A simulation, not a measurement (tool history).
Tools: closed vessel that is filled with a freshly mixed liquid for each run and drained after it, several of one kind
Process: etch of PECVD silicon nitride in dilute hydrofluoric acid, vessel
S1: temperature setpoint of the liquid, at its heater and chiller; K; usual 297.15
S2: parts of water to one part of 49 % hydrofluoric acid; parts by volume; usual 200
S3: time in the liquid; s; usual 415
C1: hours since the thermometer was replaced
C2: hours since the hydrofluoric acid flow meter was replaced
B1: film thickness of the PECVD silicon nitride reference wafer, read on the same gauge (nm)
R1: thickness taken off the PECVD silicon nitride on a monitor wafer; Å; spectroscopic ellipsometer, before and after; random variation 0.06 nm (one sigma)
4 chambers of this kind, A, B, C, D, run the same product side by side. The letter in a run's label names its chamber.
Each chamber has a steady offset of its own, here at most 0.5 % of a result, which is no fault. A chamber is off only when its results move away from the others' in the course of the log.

| run | hour | S1 | S2 | S3 | C1 | C2 | B1 | R1 |
|---|---|---|---|---|---|---|---|---|
| 1A | 6.3 | 297.15 | 200 | 415 | 811.8 | 1266.9 | 70.008 | 68.074 |
| 2D | 13.8 | 297.15 | 200 | 415 | 1759.1 | 488 | 70.055 | 68.468 |
| 3B | 28 | 297.15 | 200 | 415 | 1041.4 | 758.2 | 70.001 | 68.64 |
| 4C | 36.4 | 297.15 | 200 | 415 | 2009.8 | 563.7 | 70.013 | 68.296 |
| 5B | 43.5 | 297.15 | 200 | 415 | 1056.9 | 773.7 | 70.026 | 68.935 |
| 6A | 54.4 | 297.15 | 170 | 415 | 859.9 | 1315 | 69.985 | 80.909 |
| 7C | 61.7 | 297.15 | 170 | 415 | 2035.1 | 589 | 70.036 | 80.569 |
| 8D | 68.1 | 297.15 | 170 | 415 | 1813.4 | 542.3 | 69.992 | 81.497 |
| 9C | 78 | 297.15 | 170 | 415 | 2051.4 | 605.3 | 69.954 | 80.626 |
| 10B | 91 | 297.15 | 200 | 415 | 1104.4 | 821.2 | 69.982 | 69.035 |
| 11D | 98.7 | 297.15 | 200 | 415 | 1844 | 572.9 | 70.035 | 69.726 |
| 12A | 107.7 | 297.15 | 200 | 415 | 913.2 | 1368.3 | 69.972 | 67.939 |
|  | 112.5 | chamber B: hydrofluoric acid flow meter replaced |
| 13C | 118.9 | 297.15 | 200 | 415 | 2092.3 | 646.2 | 70.011 | 67.862 |
| 14D | 130.3 | 297.15 | 200 | 415 | 1875.6 | 604.5 | 70.045 | 69.057 |
| 15A | 138 | 297.15 | 200 | 415 | 943.5 | 1398.6 | 70.004 | 66.849 |
| 16B | 145.1 | 297.15 | 200 | 415 | 1158.5 | 32.7 | 70.046 | 69.445 |
| 17D | 158.5 | 297.15 | 200 | 415 | 1903.8 | 632.7 | 69.969 | 68.961 |
| 18B | 168.1 | 297.15 | 200 | 415 | 1181.5 | 55.7 | 69.98 | 69.573 |
| 19A | 182.3 | 297.15 | 200 | 415 | 987.8 | 1442.9 | 70 | 64.396 |
| 20C | 188.5 | 297.15 | 200 | 415 | 2161.9 | 715.8 | 70.048 | 67.921 |
| 21B | 202.8 | 297.15 | 200 | 415 | 1216.2 | 90.4 | 70.048 | 69.552 |
| 22D | 211.9 | 297.15 | 200 | 415 | 1957.2 | 686.1 | 70.023 | 68.912 |
| 23A | 220.2 | 297.15 | 200 | 415 | 1025.7 | 1480.8 | 69.981 | 63.048 |
| 24C | 230 | 297.15 | 200 | 415 | 2203.4 | 757.3 | 69.959 | 67.825 |
| 25B | 236.7 | 297.15 | 200 | 415 | 1250.1 | 124.3 | 70.02 | 69.079 |
| 26C | 246.1 | 297.15 | 200 | 415 | 2219.5 | 773.4 | 70.015 | 67.99 |
| 27D | 258 | 297.15 | 200 | 415 | 2003.3 | 732.2 | 69.971 | 67.993 |

What goes on in this fleet: one chamber off, a drifting gauge, or nothing beyond the chambers' own small offsets? Name the chamber and the cause, if any.

Chamber A drifts away from the others.
Cause: liquid colder than its thermometer reads (K) = 1.75.
The log may not tell that from: hydrofluoric acid flow below the setpoint (%).

Here are 4 candidates for chamber A's next run, each the usual settings with a change, their results left as question marks. Which one brings its results back in line with what the others give on the usual settings?
In line means no further than this from the other chambers' mean on the usual settings: R1 2.1 Å
| 28A-1 | 268.4 | 297.15 | 210 | 390 |  |  |  | ? |
| 28A-2 | 268.4 | 297.15 | 190 | 415 |  |  |  | ? |
| 28A-3 | 268.4 | 297.15 | 190 | 440 |  |  |  | ? |
| 28A-4 | 268.4 | 297.15 | 205 | 405 |  |  |  | ? |

The other chambers' mean on the usual settings: R1 68.603 Å
| run | R1 |
|---|---|
| 28A-1 | 54.871 |
| 28A-2 | 64.512 |
| 28A-3 | 68.398 |
| 28A-4 | 58.366 |
28A-3 brings the chamber back in line.
